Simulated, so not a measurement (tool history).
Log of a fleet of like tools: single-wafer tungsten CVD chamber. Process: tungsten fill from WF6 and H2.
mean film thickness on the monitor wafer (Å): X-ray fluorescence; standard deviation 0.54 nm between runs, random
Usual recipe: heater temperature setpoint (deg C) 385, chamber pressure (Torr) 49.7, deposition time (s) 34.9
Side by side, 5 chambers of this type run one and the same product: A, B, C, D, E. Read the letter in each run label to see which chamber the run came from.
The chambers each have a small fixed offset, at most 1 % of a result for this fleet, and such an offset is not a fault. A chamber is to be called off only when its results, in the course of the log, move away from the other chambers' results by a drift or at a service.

| run | hour | heater temperature setpoint (deg C) | chamber pressure (Torr) | deposition time (s) | read-back reference wafer on the same gauge, thickness_nm | mean film thickness on the monitor wafer (Å) |
|---|---|---|---|---|---|---|
| 1D | 11.2 | 385 | 49.7 | 34.9 | 102.79 | 969.37 |
| 2E | 18.2 | 385 | 49.7 | 34.9 | 102.79 | 969.87 |
| 3B | 26.3 | 385 | 49.7 | 34.9 | 102.66 | 958.03 |
| 4A | 38.1 | 385 | 49.7 | 34.9 | 102.78 | 958.16 |
| 5C | 44.6 | 396 | 45.5 | 34.9 | 102.85 | 1141.10 |
| 6D | 56.3 | 396 | 45.5 | 34.9 | 102.76 | 1140.20 |
| 7B | 68.0 | 396 | 45.5 | 34.9 | 102.79 | 1147.50 |
| 8E | 74.0 | 396 | 45.5 | 34.9 | 102.76 | 1145.20 |
| 9A | 82.5 | 396 | 45.5 | 34.9 | 102.92 | 1148.90 |
| 10C | 92.8 | 385 | 49.7 | 34.9 | 102.71 | 959.14 |
| 11C | 104.3 | 385 | 49.7 | 34.9 | 102.79 | 963.21 |
| 12B | 112.7 | 385 | 49.7 | 34.9 | 102.75 | 972.86 |
| 13A | 122.4 | 385 | 49.7 | 34.9 | 102.64 | 964.00 |
| 14D | 127.7 | 385 | 49.7 | 34.9 | 102.78 | 957.16 |
| 15E | 135.3 | 385 | 49.7 | 34.9 | 102.70 | 965.94 |
| 16B | 143.8 | 385 | 49.7 | 34.9 | 102.96 | 967.44 |
| 17A | 154.0 | 385 | 49.7 | 34.9 | 102.81 | 960.54 |
| 18E | 164.2 | 385 | 49.7 | 34.9 | 102.78 | 961.32 |
| 19D | 174.6 | 385 | 49.7 | 34.9 | 102.69 | 956.09 |
| 20C | 186.0 | 385 | 49.7 | 34.9 | 102.93 | 950.63 |
| 21E | 196.4 | 385 | 49.7 | 34.9 | 102.78 | 970.06 |
| 22C | 207.1 | 385 | 49.7 | 34.9 | 102.59 | 960.82 |
| 23B | 213.4 | 385 | 49.7 | 34.9 | 102.82 | 962.82 |
| 24D | 222.8 | 375 | 49.7 | 39.9 | 102.64 | 893.15 |
| 25A | 232.3 | 375 | 49.7 | 39.9 | 102.91 | 900.16 |
| 26A | 238.9 | 375 | 49.7 | 39.9 | 102.85 | 895.02 |
| 27B | 248.3 | 375 | 49.7 | 39.9 | 102.81 | 915.86 |
| 28D | 254.4 | 375 | 49.7 | 39.9 | 102.78 | 904.10 |
| 29E | 264.6 | 385 | 49.7 | 34.9 | 102.96 | 955.45 |
|  | 269.2 | chamber E: thermocouple changed; heater temperature recalibrated |
| 30C | 270.8 | 385 | 49.7 | 34.9 | 102.81 | 967.22 |
| 31A | 280.2 | 385 | 49.7 | 30.9 | 102.81 | 852.14 |
| 32E | 291.8 | 385 | 49.7 | 30.9 | 102.82 | 852.90 |
| 33C | 301.0 | 385 | 49.7 | 30.9 | 102.62 | 838.88 |
| 34B | 309.9 | 385 | 49.7 | 30.9 | 102.71 | 858.55 |
| 35D | 315.7 | 385 | 49.7 | 30.9 | 102.83 | 842.60 |
| 36B | 323.6 | 385 | 49.7 | 34.9 | 102.87 | 973.56 |
| 37D | 332.4 | 385 | 49.7 | 34.9 | 102.83 | 959.76 |
| 38A | 337.9 | 385 | 49.7 | 34.9 | 102.82 | 964.11 |

Next, every chamber runs the same settings. What will each give?
| 39A | 346.3 | 380 | 49.7 | 34.9 |  | ? |
| 39B | 346.3 | 380 | 49.7 | 34.9 |  | ? |
| 39C | 346.3 | 380 | 49.7 | 34.9 |  | ? |
| 39D | 346.3 | 380 | 49.7 | 34.9 |  | ? |
| 39E | 346.3 | 380 | 49.7 | 34.9 |  | ? |

| run | mean film thickness on the monitor wafer (Å) |
|---|---|
| 39A | 875.70 |
| 39B | 881.59 |
| 39C | 865.83 |
| 39D | 871.14 |
| 39E | 873.65 |
